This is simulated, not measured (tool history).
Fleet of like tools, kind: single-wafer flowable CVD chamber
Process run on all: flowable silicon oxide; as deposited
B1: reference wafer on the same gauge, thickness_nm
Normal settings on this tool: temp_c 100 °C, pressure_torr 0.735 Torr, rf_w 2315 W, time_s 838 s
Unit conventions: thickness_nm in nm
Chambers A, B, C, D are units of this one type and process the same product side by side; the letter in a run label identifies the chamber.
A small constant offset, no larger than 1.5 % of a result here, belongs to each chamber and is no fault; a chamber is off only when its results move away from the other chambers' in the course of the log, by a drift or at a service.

{"run": "1D", "hour": 7.1, "temp_c": 100, "pressure_torr": 0.735, "rf_w": 2315, "time_s": 838, "B1": 508.03, "thickness_nm": 469.3}
{"run": "2A", "hour": 13.9, "temp_c": 100, "pressure_torr": 0.735, "rf_w": 2315, "time_s": 838, "B1": 507.23, "thickness_nm": 471.42}
{"run": "3C", "hour": 23.6, "temp_c": 100, "pressure_torr": 0.735, "rf_w": 2315, "time_s": 838, "B1": 507.99, "thickness_nm": 471.14}
{"run": "4B", "hour": 33.5, "temp_c": 100, "pressure_torr": 0.735, "rf_w": 2315, "time_s": 838, "B1": 508.02, "thickness_nm": 464.17}
{"run": "5D", "hour": 42.2, "temp_c": 100, "pressure_torr": 0.735, "rf_w": 2315, "time_s": 838, "B1": 508.13, "thickness_nm": 465.64}
{"run": "6A", "hour": 50.9, "temp_c": 100, "pressure_torr": 0.735, "rf_w": 2315, "time_s": 838, "B1": 508.3, "thickness_nm": 472.6}
{"run": "7C", "hour": 59.3, "temp_c": 100, "pressure_torr": 0.735, "rf_w": 2315, "time_s": 838, "B1": 508.58, "thickness_nm": 466.69}
{"run": "8B", "hour": 67.4, "temp_c": 100, "pressure_torr": 0.735, "rf_w": 2315, "time_s": 838, "B1": 507.85, "thickness_nm": 466.01}
{"run": "9A", "hour": 77.3, "temp_c": 100, "pressure_torr": 0.735, "rf_w": 2315, "time_s": 838, "B1": 507.61, "thickness_nm": 475.11}
{"run": "10D", "hour": 87.2, "temp_c": 100, "pressure_torr": 0.735, "rf_w": 2315, "time_s": 838, "B1": 508.18, "thickness_nm": 468.3}
{"run": "11C", "hour": 96.5, "temp_c": 100, "pressure_torr": 0.735, "rf_w": 2315, "time_s": 838, "B1": 507.85, "thickness_nm": 466.67}
{"run": "12B", "hour": 101.7, "temp_c": 100, "pressure_torr": 0.735, "rf_w": 2315, "time_s": 838, "B1": 508.05, "thickness_nm": 466.08}
{"run": "13D", "hour": 106.7, "temp_c": 100, "pressure_torr": 0.735, "rf_w": 2315, "time_s": 838, "B1": 508.01, "thickness_nm": 465.4}
{"run": "14A", "hour": 114.8, "temp_c": 100, "pressure_torr": 0.735, "rf_w": 2315, "time_s": 838, "B1": 508.07, "thickness_nm": 474.72}
{"run": "15B", "hour": 119.4, "temp_c": 100, "pressure_torr": 0.735, "rf_w": 2315, "time_s": 838, "B1": 508.11, "thickness_nm": 464.48}
{"run": "16C", "hour": 127.4, "temp_c": 100, "pressure_torr": 0.735, "rf_w": 2315, "time_s": 838, "B1": 508.09, "thickness_nm": 466.17}
{"run": "17B", "hour": 135.8, "temp_c": 100, "pressure_torr": 0.735, "rf_w": 1975, "time_s": 838, "B1": 507.97, "thickness_nm": 451.43}
{"run": "18A", "hour": 144.2, "temp_c": 100, "pressure_torr": 0.735, "rf_w": 1975, "time_s": 838, "B1": 508.05, "thickness_nm": 459.35}
{"run": "19D", "hour": 151.1, "temp_c": 100, "pressure_torr": 0.735, "rf_w": 1975, "time_s": 838, "B1": 508.15, "thickness_nm": 454.26}
{"run": "20C", "hour": 159.3, "temp_c": 100, "pressure_torr": 0.735, "rf_w": 1975, "time_s": 838, "B1": 508.06, "thickness_nm": 454.23}
{"run": "21C", "hour": 168.4, "temp_c": 100, "pressure_torr": 0.735, "rf_w": 2315, "time_s": 838, "B1": 508.4, "thickness_nm": 469.48}
{"run": "22A", "hour": 175.2, "temp_c": 100, "pressure_torr": 0.735, "rf_w": 2315, "time_s": 838, "B1": 507.63, "thickness_nm": 472.27}
{"run": "23D", "hour": 182.3, "temp_c": 100, "pressure_torr": 0.735, "rf_w": 2315, "time_s": 838, "B1": 508.18, "thickness_nm": 469.84}
{"run": "24B", "hour": 191.6, "temp_c": 100, "pressure_torr": 0.735, "rf_w": 2315, "time_s": 838, "B1": 507.8, "thickness_nm": 465.36}
{"run": "25C", "hour": 201.3, "temp_c": 100, "pressure_torr": 0.735, "rf_w": 2315, "time_s": 838, "B1": 508.3, "thickness_nm": 468.38}
{"run": "26B", "hour": 211.3, "temp_c": 100, "pressure_torr": 0.735, "rf_w": 2315, "time_s": 838, "B1": 507.6, "thickness_nm": 467.19}
{"run": "27A", "hour": 217.9, "temp_c": 100, "pressure_torr": 0.735, "rf_w": 2315, "time_s": 838, "B1": 507.96, "thickness_nm": 472.19}
{"run": "28D", "hour": 223.9, "temp_c": 100, "pressure_torr": 0.735, "rf_w": 2315, "time_s": 838, "B1": 508.05, "thickness_nm": 467.5}
{"run": "29C", "hour": 229.4, "temp_c": 100, "pressure_torr": 0.735, "rf_w": 2315, "time_s": 838, "B1": 508.07, "thickness_nm": 467.96}
{"run": "30B", "hour": 234.3, "temp_c": 100, "pressure_torr": 0.735, "rf_w": 2315, "time_s": 838, "B1": 508.09, "thickness_nm": 467.12}
{"run": "31A", "hour": 241.6, "temp_c": 100, "pressure_torr": 0.735, "rf_w": 2315, "time_s": 838, "B1": 507.77, "thickness_nm": 473.98}
{"run": "32D", "hour": 249.2, "temp_c": 100, "pressure_torr": 0.735, "rf_w": 2315, "time_s": 838, "B1": 508.06, "thickness_nm": 468.83}
{"run": "33A", "hour": 257.7, "temp_c": 100, "pressure_torr": 0.735, "rf_w": 2315, "time_s": 838, "B1": 508.26, "thickness_nm": 476.12}
{"run": "34D", "hour": 262.7, "temp_c": 100, "pressure_torr": 0.735, "rf_w": 2315, "time_s": 838, "B1": 508.0, "thickness_nm": 467.32}
{"run": "35B", "hour": 271.6, "temp_c": 108, "pressure_torr": 0.573, "rf_w": 2315, "time_s": 838, "B1": 508.06, "thickness_nm": 251.88}

Each of the 4 chambers runs these same settings next. Fill in every chamber's results:
{"run": "36A", "hour": 278.9, "temp_c": 100, "pressure_torr": 0.735, "rf_w": 2315, "time_s": 838, "thickness_nm": "?"}
{"run": "36B", "hour": 278.9, "temp_c": 100, "pressure_torr": 0.735, "rf_w": 2315, "time_s": 838, "thickness_nm": "?"}
{"run": "36C", "hour": 278.9, "temp_c": 100, "pressure_torr": 0.735, "rf_w": 2315, "time_s": 838, "thickness_nm": "?"}
{"run": "36D", "hour": 278.9, "temp_c": 100, "pressure_torr": 0.735, "rf_w": 2315, "time_s": 838, "thickness_nm": "?"}

run=36A thickness_nm=474.95
run=36B thickness_nm=462.57
run=36C thickness_nm=469.14
run=36D thickness_nm=468.61

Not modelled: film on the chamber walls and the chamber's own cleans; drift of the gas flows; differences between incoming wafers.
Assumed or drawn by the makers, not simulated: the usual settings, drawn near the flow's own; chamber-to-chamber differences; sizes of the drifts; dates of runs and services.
